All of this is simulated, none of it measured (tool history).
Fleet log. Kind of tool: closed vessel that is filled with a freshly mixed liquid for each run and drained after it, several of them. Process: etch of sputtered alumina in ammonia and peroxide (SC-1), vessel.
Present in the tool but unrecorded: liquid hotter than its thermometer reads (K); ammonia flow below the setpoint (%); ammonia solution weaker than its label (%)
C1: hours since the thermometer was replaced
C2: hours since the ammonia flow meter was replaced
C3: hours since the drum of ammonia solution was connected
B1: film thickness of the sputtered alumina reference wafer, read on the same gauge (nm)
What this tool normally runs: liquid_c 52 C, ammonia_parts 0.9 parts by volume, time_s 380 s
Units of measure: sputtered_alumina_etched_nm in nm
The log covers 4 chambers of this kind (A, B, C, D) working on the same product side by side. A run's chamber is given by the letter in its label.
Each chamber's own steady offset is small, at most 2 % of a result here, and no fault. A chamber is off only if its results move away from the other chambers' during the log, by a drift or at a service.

Run 1C, day 0.492: usual settings; C1 873.9; C2 272.7; C3 367.5; B1 79.964. Result: sputtered_alumina_etched_nm 34.229 nm.
Run 2B, day 0.775: usual settings; C1 1611.1; C2 257.4; C3 138.2; B1 80.005. Result: sputtered_alumina_etched_nm 33.742 nm.
Run 3D, day 1.112: usual settings; C1 2197.5; C2 685.7; C3 173.1; B1 80.042. Result: sputtered_alumina_etched_nm 33.358 nm.
Run 4A, day 1.433: usual settings; C1 624.4; C2 1205.7; C3 918.1; B1 80.019. Result: sputtered_alumina_etched_nm 33.943 nm.
Run 5B, day 1.675: usual settings; C1 1632.7; C2 279; C3 159.8; B1 80.025. Result: sputtered_alumina_etched_nm 34.319 nm.
Run 6D, day 2.125: usual settings; C1 2221.8; C2 710; C3 197.4; B1 80.015. Result: sputtered_alumina_etched_nm 33.764 nm.
Run 7A, day 2.504: usual settings; C1 650.1; C2 1231.4; C3 943.8; B1 80.016. Result: sputtered_alumina_etched_nm 34.055 nm.
Run 8C, day 2.808: usual settings; C1 929.5; C2 328.3; C3 423.1; B1 79.988. Result: sputtered_alumina_etched_nm 34.003 nm.
Run 9B, day 3.242: usual settings; C1 1670.3; C2 316.6; C3 197.4; B1 79.993. Result: sputtered_alumina_etched_nm 33.877 nm.
Run 10A, day 3.688: usual settings; C1 678.5; C2 1259.8; C3 972.2; B1 79.98. Result: sputtered_alumina_etched_nm 33.885 nm.
At day 3.804: chamber A: thermometer replaced.
Run 11C, day 4.088: usual settings; C1 960.2; C2 359; C3 453.8; B1 80.031. Result: sputtered_alumina_etched_nm 34.3 nm.
Run 12D, day 4.467: usual settings; C1 2278; C2 766.2; C3 253.6; B1 80.004. Result: sputtered_alumina_etched_nm 33.641 nm.
Run 13D, day 4.962: usual settings; C1 2289.9; C2 778.1; C3 265.5; B1 79.979. Result: sputtered_alumina_etched_nm 33.877 nm.
Run 14A, day 5.338: usual settings but liquid_c 44 C, ammonia_parts 1.1 parts by volume; C1 36.8; C2 1299.4; C3 1011.8; B1 80.025. Result: sputtered_alumina_etched_nm 22.15 nm.
Run 15B, day 5.742: usual settings but liquid_c 44 C, ammonia_parts 1.1 parts by volume; C1 1730.3; C2 376.6; C3 257.4; B1 80.054. Result: sputtered_alumina_etched_nm 22.174 nm.
Run 16C, day 6.104: usual settings but liquid_c 44 C, ammonia_parts 1.1 parts by volume; C1 1008.6; C2 407.4; C3 502.2; B1 80.043. Result: sputtered_alumina_etched_nm 22.236 nm.
Run 17A, day 6.612: usual settings but liquid_c 44 C, ammonia_parts 1.1 parts by volume; C1 67.4; C2 1330; C3 1042.4; B1 79.989. Result: sputtered_alumina_etched_nm 22.158 nm.
Run 18B, day 7.15: usual settings but liquid_c 44 C; C1 1764.1; C2 410.4; C3 291.2; B1 80.024. Result: sputtered_alumina_etched_nm 21.531 nm.
Run 19C, day 7.65: usual settings but liquid_c 44 C; C1 1045.7; C2 444.5; C3 539.3; B1 79.977. Result: sputtered_alumina_etched_nm 21.732 nm.
Run 20D, day 7.954: usual settings but liquid_c 44 C; C1 2361.7; C2 849.9; C3 337.3; B1 79.98. Result: sputtered_alumina_etched_nm 21.377 nm.
Run 21D, day 8.429: usual settings but liquid_c 44 C; C1 2373.1; C2 861.3; C3 348.7; B1 80.029. Result: sputtered_alumina_etched_nm 21.326 nm.
At day 8.767: chamber C: thermometer replaced.
Run 22C, day 8.871: usual settings but liquid_c 58 C, time_s 235 s; C1 2.5; C2 473.8; C3 568.6; B1 80.031. Result: sputtered_alumina_etched_nm 29.012 nm.
Run 23A, day 9.296: usual settings but liquid_c 58 C, time_s 235 s; C1 131.8; C2 1394.4; C3 1106.8; B1 79.988. Result: sputtered_alumina_etched_nm 29.396 nm.
Run 24B, day 9.683: usual settings but liquid_c 58 C, time_s 235 s; C1 1824.9; C2 471.2; C3 352; B1 80.038. Result: sputtered_alumina_etched_nm 29.043 nm.
At day 10.054: chamber D: thermometer replaced.
Run 25B, day 10.2: usual settings but liquid_c 58 C, time_s 235 s; C1 1837.3; C2 483.6; C3 364.4; B1 79.954. Result: sputtered_alumina_etched_nm 28.508 nm.
At day 10.204: chamber D: new drum of ammonia solution connected.
Run 26D, day 10.467: usual settings; C1 10; C2 910.2; C3 6.4; B1 80.019. Result: sputtered_alumina_etched_nm 33.876 nm.
Run 27A, day 10.742: usual settings; C1 166.5; C2 1429.1; C3 1141.5; B1 80.013. Result: sputtered_alumina_etched_nm 33.514 nm.
Run 28C, day 11.042: usual settings; C1 54.6; C2 525.9; C3 620.7; B1 80.016. Result: sputtered_alumina_etched_nm 34.121 nm.
At day 11.354: chamber D: ammonia flow meter replaced.
Run 29A, day 11.558: usual settings; C1 186.1; C2 1448.7; C3 1161.1; B1 79.978. Result: sputtered_alumina_etched_nm 34.144 nm.
At day 11.667: chamber C: new drum of ammonia solution connected.
Run 30D, day 12.025: usual settings; C1 47.4; C2 16.1; C3 43.8; B1 80.006. Result: sputtered_alumina_etched_nm 33.76 nm.
Run 31B, day 12.462: usual settings; C1 1891.6; C2 537.9; C3 418.7; B1 79.998. Result: sputtered_alumina_etched_nm 34.047 nm.
Run 32C, day 12.721: usual settings; C1 94.9; C2 566.2; C3 25.4; B1 80.003. Result: sputtered_alumina_etched_nm 34.058 nm.

Each of the 4 chambers runs these same settings next. Fill in every chamber's results:
Run 33A, day 13.112: usual settings. Result: sputtered_alumina_etched_nm ?.
Run 33B, day 13.112: usual settings. Result: sputtered_alumina_etched_nm ?.
Run 33C, day 13.112: usual settings. Result: sputtered_alumina_etched_nm ?.
Run 33D, day 13.112: usual settings. Result: sputtered_alumina_etched_nm ?.

run  sputtered_alumina_etched_nm
33A                       33.858
33B                       33.756
33C                       33.909
33D                         33.3
